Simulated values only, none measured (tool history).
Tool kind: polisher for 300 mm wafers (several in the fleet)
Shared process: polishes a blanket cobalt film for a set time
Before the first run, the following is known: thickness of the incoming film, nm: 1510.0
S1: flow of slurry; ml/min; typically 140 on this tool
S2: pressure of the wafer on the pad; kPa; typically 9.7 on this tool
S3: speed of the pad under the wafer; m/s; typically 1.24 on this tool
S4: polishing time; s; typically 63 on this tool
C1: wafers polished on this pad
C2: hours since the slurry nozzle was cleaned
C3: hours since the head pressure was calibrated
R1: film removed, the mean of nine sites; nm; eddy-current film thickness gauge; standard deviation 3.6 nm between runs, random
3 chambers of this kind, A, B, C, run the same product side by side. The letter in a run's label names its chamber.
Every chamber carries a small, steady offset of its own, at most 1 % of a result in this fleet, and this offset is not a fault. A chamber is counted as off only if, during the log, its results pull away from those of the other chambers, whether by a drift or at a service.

run   hour   S1    S2    S3  S4    C1     C2     C3      R1
 1C    8.9  140   9.7  1.24  63   271   73.1  543.7  293.36
      12.2  -- chamber A: worn pad replaced by a new one
 2B   15.0  140   9.7  1.24  63   249  362.4  429.7  294.77
 3A   23.8  140   9.7  1.24  63   131  341.1  185.5  290.37
 4C   29.3  140   9.7  1.24  63   501   93.5  564.1  294.86
      35.5  -- chamber A: slurry nozzle cleaned
 5B   36.8  140   9.7  1.24  63   495  384.2  451.5  292.85
 6A   41.5  140   9.7  1.24  63   331    6.1  203.2  291.21
 7C   48.7  140  11.0  1.24  63   720  112.9  583.5  334.86
 8B   53.9  140  11.0  1.24  63   688  401.3  468.6  332.14
      55.8  -- chamber B: worn pad replaced by a new one
 9A   62.1  140  11.0  1.24  63   563   26.7  223.8  340.85
10B   68.1  140   9.7  1.24  63   139  415.5  482.8  290.48
11A   75.3  140   9.7  1.24  63   712   39.9  237.0  292.70
12C   80.9  140   9.7  1.24  63  1084  145.1  615.7  283.61
13C   86.3  140   9.7  1.24  63  1145  150.5  621.1  289.90
14A   91.7  140   9.7  1.24  63   897   56.3  253.4  290.45
15B  100.6  140   9.7  1.24  63   506  448.0  515.3  291.40
     105.3  -- chamber B: worn pad replaced by a new one
16A  107.2  140   9.7  1.24  63  1072   71.8  268.9  297.94
17B  112.3  140   9.7  1.24  80    79  459.7  527.0  370.69
18C  117.9  140   9.7  1.24  80  1501  182.1  652.7  349.78
     121.8  -- chamber A: worn pad replaced by a new one
19C  123.7  140   9.7  1.24  80  1567  187.9  658.5  351.36
20B  131.6  140   9.7  1.24  63   297  479.0  546.3  293.88
21A  139.4  140   9.7  1.24  63   198  104.0  301.1  288.38
22B  146.6  140   9.7  1.06  63   467  494.0  561.3  249.23
23A  154.6  140   9.7  1.06  63   370  119.2  316.3  254.30
24C  158.8  140   9.7  1.06  63  1963  223.0  693.6  233.27
25B  165.3  140   9.7  1.24  63   678  512.7  580.0  291.67
26C  170.2  140   9.7  1.24  63  2091  234.4  705.0  260.59
27A  175.1  140   6.9  1.24  54   601  139.7  336.8  179.14
28A  179.9  140   6.9  1.24  54   655  144.5  341.6  180.12

Predict what each chamber gives when all 3 of them run the settings below next.
29A  186.7  140  9.7  1.24  63               ?
29B  186.7  140  9.7  1.24  63               ?
29C  186.7  140  9.7  1.24  63               ?

run      R1
29A  288.62
29B  294.77
29C  261.00

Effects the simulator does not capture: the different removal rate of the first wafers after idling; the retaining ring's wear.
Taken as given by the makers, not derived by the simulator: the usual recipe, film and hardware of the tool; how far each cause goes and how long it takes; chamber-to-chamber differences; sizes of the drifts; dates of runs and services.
